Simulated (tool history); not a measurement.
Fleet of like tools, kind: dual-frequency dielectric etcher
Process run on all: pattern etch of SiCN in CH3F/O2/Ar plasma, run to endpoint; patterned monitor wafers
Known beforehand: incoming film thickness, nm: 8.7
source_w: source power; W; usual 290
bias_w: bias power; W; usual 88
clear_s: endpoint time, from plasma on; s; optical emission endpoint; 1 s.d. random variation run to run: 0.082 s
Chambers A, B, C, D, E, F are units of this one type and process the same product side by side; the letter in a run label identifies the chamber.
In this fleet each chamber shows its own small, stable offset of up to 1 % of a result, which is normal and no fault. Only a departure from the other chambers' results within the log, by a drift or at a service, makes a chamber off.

run	hour	source_w	bias_w	hours since the last wet clean	hours since the last source power generator calibration	hours since the last bias power generator calibration	clear_s
1A	6.7	290	88	640.1	2441.7	3737.7	24.041
2E	12.4	290	88	464.2	514.4	2062.9	24.150
3F	18.4	290	88	376.9	622.1	2050.6	24.339
# hour 19.5: chamber A: wet clean of the chamber
4B	24.8	290	88	341.5	1102.0	2868.3	24.127
5D	30.7	290	88	459.8	1045.9	2353.7	24.177
6C	38.5	290	88	103.8	515.6	4071.1	24.088
7F	43.0	290	88	401.5	646.7	2075.2	24.251
8B	47.4	290	88	364.1	1124.6	2890.9	24.080
9D	52.2	260	101	481.3	1067.4	2375.2	23.647
# hour 53.4: chamber B: bias power generator calibrated
10E	56.1	260	101	507.9	558.1	2106.6	23.890
11C	62.7	260	101	128.0	539.8	4095.3	23.639
12A	68.6	260	101	49.1	2503.6	3799.6	23.975
13B	75.1	260	101	391.8	1152.3	21.7	24.041
# hour 78.9: chamber A: bias power generator calibrated
14F	80.5	260	101	439.0	684.2	2112.7	24.021
# hour 82.5: chamber D: wet clean of the chamber
15C	88.6	290	88	153.9	565.7	4121.2	23.989
16E	97.0	350	88	548.8	599.0	2147.5	22.549
17D	105.5	350	88	23.1	1120.7	2428.5	22.507
18A	109.6	350	88	90.1	2544.6	30.7	22.471
19D	114.4	350	88	32.0	1129.6	2437.4	22.507
20C	122.8	350	88	188.1	599.9	4155.4	22.423
# hour 124.8: chamber E: wet clean of the chamber
21E	126.7	350	88	1.9	628.7	2177.2	22.383
22F	131.4	290	88	489.9	735.1	2163.6	24.362
23A	139.0	290	74	119.5	2574.0	60.1	25.784
24B	145.6	290	74	462.3	1222.8	92.2	25.942
25A	151.8	290	74	132.3	2586.8	72.9	25.757
# hour 154.2: chamber B: wet clean of the chamber
26C	156.8	290	74	222.1	633.9	4189.4	25.808
27D	163.5	290	74	81.1	1178.7	2486.5	25.672
28B	170.8	290	74	16.6	1248.0	117.4	26.546
29F	176.1	290	88	534.6	779.8	2208.3	24.133
30E	182.9	290	88	58.1	684.9	2233.4	23.992
31E	190.6	290	88	65.8	692.6	2241.1	24.352
# hour 193.8: chamber F: wet clean of the chamber
32D	197.3	290	88	114.9	1212.5	2520.3	24.151
33F	204.6	290	88	10.9	808.3	2236.8	24.334
34C	211.0	290	88	276.3	688.1	4243.6	23.994
35B	219.3	290	88	65.1	1296.5	165.9	24.760
36A	226.8	290	88	207.3	2661.8	147.9	24.275
37A	233.6	290	88	214.1	2668.6	154.7	24.333
38B	238.2	290	88	84.0	1315.4	184.8	24.788
39C	243.9	290	88	309.2	721.0	4276.5	24.080
40D	248.5	360	104	166.1	1263.7	2571.5	20.934
41E	253.7	360	104	128.9	755.7	2304.2	20.955
42F	262.0	360	104	68.3	865.7	2294.2	21.210
43F	269.8	360	104	76.1	873.5	2302.0	21.004
44B	275.1	360	104	120.9	1352.3	221.7	21.671

For the next run the whole fleet of 6 chambers uses the same settings. Give each chamber's results:
45A	281.4	290	88				?
45B	281.4	290	88				?
45C	281.4	290	88				?
45D	281.4	290	88				?
45E	281.4	290	88				?
45F	281.4	290	88				?

run	clear_s
45A	24.228
45B	24.734
45C	24.029
45D	24.167
45E	24.164
45F	24.372

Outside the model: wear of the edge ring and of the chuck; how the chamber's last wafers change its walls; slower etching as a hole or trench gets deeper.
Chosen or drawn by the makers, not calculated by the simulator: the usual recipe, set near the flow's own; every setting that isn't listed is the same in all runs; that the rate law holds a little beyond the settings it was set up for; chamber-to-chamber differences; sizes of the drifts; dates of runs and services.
